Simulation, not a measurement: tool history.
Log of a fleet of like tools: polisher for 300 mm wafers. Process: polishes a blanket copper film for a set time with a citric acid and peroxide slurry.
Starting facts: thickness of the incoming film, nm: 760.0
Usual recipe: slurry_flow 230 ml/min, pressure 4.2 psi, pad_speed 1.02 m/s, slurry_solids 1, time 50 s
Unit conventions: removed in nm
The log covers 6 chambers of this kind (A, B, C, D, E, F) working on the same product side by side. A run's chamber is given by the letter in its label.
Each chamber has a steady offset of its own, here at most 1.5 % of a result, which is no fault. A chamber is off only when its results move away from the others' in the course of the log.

run 1E hour=13.0 | slurry_flow=230 pressure=4.2 pad_speed=1.02 slurry_solids=1 time=50 | removed=176.69
-- hour=15.2 chamber A: worn pad replaced by a new one
-- hour=17.3 chamber C: worn pad replaced by a new one
-- hour=18.8 chamber F: slurry nozzle cleaned
-- hour=23.4 chamber A: slurry blender recalibrated
run 2C hour=27.4 | slurry_flow=230 pressure=4.2 pad_speed=1.02 slurry_solids=1 time=50 | removed=169.39
run 3A hour=34.8 | slurry_flow=230 pressure=4.2 pad_speed=1.02 slurry_solids=1 time=50 | removed=175.83
-- hour=35.3 chamber F: slurry blender recalibrated
run 4F hour=46.9 | slurry_flow=230 pressure=4.2 pad_speed=1.02 slurry_solids=1 time=50 | removed=174.03
-- hour=57.3 chamber F: worn pad replaced by a new one
run 5B hour=58.8 | slurry_flow=230 pressure=4.2 pad_speed=1.02 slurry_solids=1 time=50 | removed=174.99
-- hour=60.4 chamber B: worn pad replaced by a new one
-- hour=62.7 chamber C: slurry blender recalibrated
run 6D hour=66.2 | slurry_flow=230 pressure=4.2 pad_speed=1.02 slurry_solids=1 time=65 | removed=227.43
run 7A hour=79.9 | slurry_flow=230 pressure=4.2 pad_speed=1.02 slurry_solids=1 time=65 | removed=229.17
-- hour=80.2 chamber E: worn pad replaced by a new one
-- hour=89.8 chamber B: slurry nozzle cleaned
-- hour=90.0 chamber D: worn pad replaced by a new one
run 8B hour=91.2 | slurry_flow=230 pressure=4.2 pad_speed=1.02 slurry_solids=1 time=65 | removed=225.84
run 9E hour=104.9 | slurry_flow=230 pressure=4.2 pad_speed=1.02 slurry_solids=1 time=65 | removed=224.92
-- hour=105.0 chamber A: worn pad replaced by a new one
run 10C hour=114.3 | slurry_flow=230 pressure=4.2 pad_speed=1.02 slurry_solids=1 time=65 | removed=224.64
run 11F hour=126.8 | slurry_flow=230 pressure=4.2 pad_speed=1.02 slurry_solids=1 time=65 | removed=229.59
-- hour=131.3 chamber C: worn pad replaced by a new one
run 12D hour=134.4 | slurry_flow=230 pressure=4.2 pad_speed=1.02 slurry_solids=1 time=50 | removed=175.32
-- hour=137.3 chamber F: worn pad replaced by a new one
-- hour=139.2 chamber D: slurry blender recalibrated
run 13D hour=145.3 | slurry_flow=230 pressure=4.2 pad_speed=1.02 slurry_solids=1 time=50 | removed=176.68
run 14B hour=153.2 | slurry_flow=230 pressure=4.2 pad_speed=1.02 slurry_solids=1 time=50 | removed=174.63
-- hour=155.5 chamber A: head pressure recalibrated
-- hour=158.8 chamber B: worn pad replaced by a new one
run 15E hour=162.1 | slurry_flow=230 pressure=4.2 pad_speed=1.02 slurry_solids=1 time=50 | removed=176.58
run 16C hour=172.8 | slurry_flow=230 pressure=4.2 pad_speed=1.02 slurry_solids=1 time=50 | removed=171.85
-- hour=175.9 chamber B: slurry blender recalibrated
run 17A hour=180.9 | slurry_flow=230 pressure=4.2 pad_speed=1.02 slurry_solids=1 time=50 | removed=176.20
run 18F hour=191.7 | slurry_flow=230 pressure=4.2 pad_speed=1.02 slurry_solids=1 time=50 | removed=172.56
-- hour=201.2 chamber A: slurry blender recalibrated
run 19E hour=201.6 | slurry_flow=230 pressure=4.2 pad_speed=1.02 slurry_solids=1 time=50 | removed=172.31
-- hour=206.4 chamber A: worn pad replaced by a new one
-- hour=206.9 chamber E: worn pad replaced by a new one
-- hour=211.6 chamber C: slurry nozzle cleaned
run 20B hour=216.1 | slurry_flow=230 pressure=4.2 pad_speed=1.02 slurry_solids=1 time=50 | removed=171.32
run 21F hour=226.2 | slurry_flow=200 pressure=4.2 pad_speed=1.02 slurry_solids=1 time=59 | removed=200.18
-- hour=229.3 chamber C: worn pad replaced by a new one
-- hour=229.5 chamber D: worn pad replaced by a new one
-- hour=234.7 chamber D: slurry nozzle cleaned
-- hour=235.1 chamber F: worn pad replaced by a new one
run 22D hour=238.8 | slurry_flow=200 pressure=4.2 pad_speed=1.02 slurry_solids=1 time=59 | removed=203.46
-- hour=240.5 chamber B: worn pad replaced by a new one
-- hour=247.1 chamber E: slurry blender recalibrated
run 23C hour=250.6 | slurry_flow=200 pressure=4.2 pad_speed=1.02 slurry_solids=1 time=59 | removed=203.56
run 24A hour=263.4 | slurry_flow=200 pressure=4.2 pad_speed=1.02 slurry_solids=1 time=59 | removed=202.59
run 25B hour=277.3 | slurry_flow=200 pressure=4.2 pad_speed=1.02 slurry_solids=1 time=59 | removed=201.33
-- hour=282.4 chamber E: head pressure recalibrated
run 26D hour=287.9 | slurry_flow=200 pressure=4.2 pad_speed=1.02 slurry_solids=1 time=59 | removed=204.37
run 27E hour=294.6 | slurry_flow=230 pressure=4.2 pad_speed=1.02 slurry_solids=1 time=50 | removed=188.90
run 28C hour=307.7 | slurry_flow=230 pressure=4.2 pad_speed=1.02 slurry_solids=1 time=50 | removed=173.20
run 29F hour=314.9 | slurry_flow=205 pressure=3.4 pad_speed=1.02 slurry_solids=1 time=50 | removed=138.36
-- hour=316.2 chamber F: slurry blender recalibrated
-- hour=318.3 chamber A: worn pad replaced by a new one
-- hour=321.0 chamber B: worn pad replaced by a new one
run 30A hour=326.0 | slurry_flow=205 pressure=3.4 pad_speed=1.02 slurry_solids=1 time=50 | removed=140.24
-- hour=326.2 chamber E: slurry nozzle cleaned
-- hour=329.3 chamber E: worn pad replaced by a new one
-- hour=331.9 chamber F: worn pad replaced by a new one
-- hour=332.2 chamber C: worn pad replaced by a new one
run 31C hour=335.6 | slurry_flow=205 pressure=3.4 pad_speed=1.02 slurry_solids=1 time=50 | removed=138.27
-- hour=344.1 chamber C: slurry blender recalibrated
run 32B hour=346.0 | slurry_flow=205 pressure=3.4 pad_speed=1.02 slurry_solids=1 time=50 | removed=138.21
run 33D hour=354.7 | slurry_flow=205 pressure=3.4 pad_speed=1.02 slurry_solids=1 time=50 | removed=140.48
-- hour=357.8 chamber A: slurry nozzle cleaned
-- hour=359.5 chamber D: worn pad replaced by a new one
run 34A hour=363.2 | slurry_flow=205 pressure=3.4 pad_speed=1.02 slurry_solids=1 time=50 | removed=142.70
run 35E hour=376.3 | slurry_flow=230 pressure=4.2 pad_speed=1.02 slurry_solids=1 time=50 | removed=188.57
-- hour=381.4 chamber D: slurry blender recalibrated
run 36F hour=385.6 | slurry_flow=230 pressure=4.2 pad_speed=1.02 slurry_solids=1 time=50 | removed=171.56
-- hour=387.9 chamber A: slurry blender recalibrated
run 37A hour=399.1 | slurry_flow=230 pressure=4.2 pad_speed=1.02 slurry_solids=1 time=50 | removed=180.47
-- hour=403.0 chamber B: worn pad replaced by a new one
run 38B hour=409.6 | slurry_flow=230 pressure=4.2 pad_speed=1.02 slurry_solids=1 time=50 | removed=171.11
run 39C hour=416.0 | slurry_flow=230 pressure=4.2 pad_speed=1.02 slurry_solids=1 time=50 | removed=171.06
-- hour=420.9 chamber F: worn pad replaced by a new one
-- hour=426.7 chamber F: head pressure recalibrated
run 40F hour=429.3 | slurry_flow=230 pressure=4.2 pad_speed=1.02 slurry_solids=1 time=50 | removed=173.47
run 41E hour=437.0 | slurry_flow=230 pressure=4.2 pad_speed=1.02 slurry_solids=1 time=50 | removed=190.32
-- hour=444.2 chamber C: worn pad replaced by a new one
run 42D hour=447.2 | slurry_flow=230 pressure=4.2 pad_speed=1.02 slurry_solids=1 time=50 | removed=171.83
run 43C hour=456.1 | slurry_flow=230 pressure=4.2 pad_speed=1.02 slurry_solids=1 time=50 | removed=171.96

All chambers now run identical settings, listed one chamber a line with results as question marks. What results will each chamber show?
run 44A hour=466.5 | slurry_flow=230 pressure=4.2 pad_speed=0.80 slurry_solids=1 time=50 | removed=?
run 44B hour=466.5 | slurry_flow=230 pressure=4.2 pad_speed=0.80 slurry_solids=1 time=50 | removed=?
run 44C hour=466.5 | slurry_flow=230 pressure=4.2 pad_speed=0.80 slurry_solids=1 time=50 | removed=?
run 44D hour=466.5 | slurry_flow=230 pressure=4.2 pad_speed=0.80 slurry_solids=1 time=50 | removed=?
run 44E hour=466.5 | slurry_flow=230 pressure=4.2 pad_speed=0.80 slurry_solids=1 time=50 | removed=?
run 44F hour=466.5 | slurry_flow=230 pressure=4.2 pad_speed=0.80 slurry_solids=1 time=50 | removed=?

run=44A removed=138.60
run=44B removed=134.40
run=44C removed=136.19
run=44D removed=137.53
run=44E removed=149.98
run=44F removed=137.22
